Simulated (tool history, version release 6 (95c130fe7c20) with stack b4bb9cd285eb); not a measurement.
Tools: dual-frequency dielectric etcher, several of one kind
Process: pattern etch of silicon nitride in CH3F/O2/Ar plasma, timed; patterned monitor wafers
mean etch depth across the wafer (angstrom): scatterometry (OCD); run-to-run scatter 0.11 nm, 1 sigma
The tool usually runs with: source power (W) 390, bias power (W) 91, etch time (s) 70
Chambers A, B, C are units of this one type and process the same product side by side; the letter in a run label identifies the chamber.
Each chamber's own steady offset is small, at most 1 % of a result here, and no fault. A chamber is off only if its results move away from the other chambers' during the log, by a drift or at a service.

run	hour	source power (W)	bias power (W)	etch time (s)	read-back reference wafer on the same gauge, depth_nm	mean etch depth across the wafer (angstrom)
1C	6.8	390	91	70	58.817	526.12
2A	16.9	390	91	70	58.787	520.97
3B	24.7	390	91	70	58.794	531.47
4A	37	390	91	70	58.808	520.91
5C	49.2	390	91	70	58.833	528.66
6B	62.1	470	72	70	58.807	523.26
7A	68.1	470	72	70	58.767	516.43
8B	78.5	470	72	70	58.79	523.85
9C	84.9	390	91	70	58.802	527.27
10B	96.2	390	91	70	58.802	531.69
11A	107.7	390	91	70	58.808	523.37
12C	117.3	390	91	70	58.768	526.51
# hour 119.8: chamber A: wet clean of the chamber
13B	127.7	390	91	58.5	58.81	442.83
# hour 128.5: chamber C: wet clean of the chamber
14A	140	390	91	58.5	58.763	438.54
15C	149.6	390	91	58.5	58.801	441.69
16C	158	390	91	70	58.789	527.1
17A	167.6	390	91	70	58.845	523.45
18B	174.2	390	91	70	58.782	531.13
19B	187.3	310	91	70	58.794	487.94
20A	197.4	310	91	70	58.784	481.3
21C	205.7	310	91	70	58.799	483.78
22C	213.7	470	91	85.5	58.818	692.11
23B	220.1	470	91	85.5	58.79	698.37

Predict what each chamber gives when all 3 of them run the settings below next.
24A	229.6	390	91	70		?
24B	229.6	390	91	70		?
24C	229.6	390	91	70		?

run	mean etch depth across the wafer (angstrom)
24A	523.86
24B	530.05
24C	524.71

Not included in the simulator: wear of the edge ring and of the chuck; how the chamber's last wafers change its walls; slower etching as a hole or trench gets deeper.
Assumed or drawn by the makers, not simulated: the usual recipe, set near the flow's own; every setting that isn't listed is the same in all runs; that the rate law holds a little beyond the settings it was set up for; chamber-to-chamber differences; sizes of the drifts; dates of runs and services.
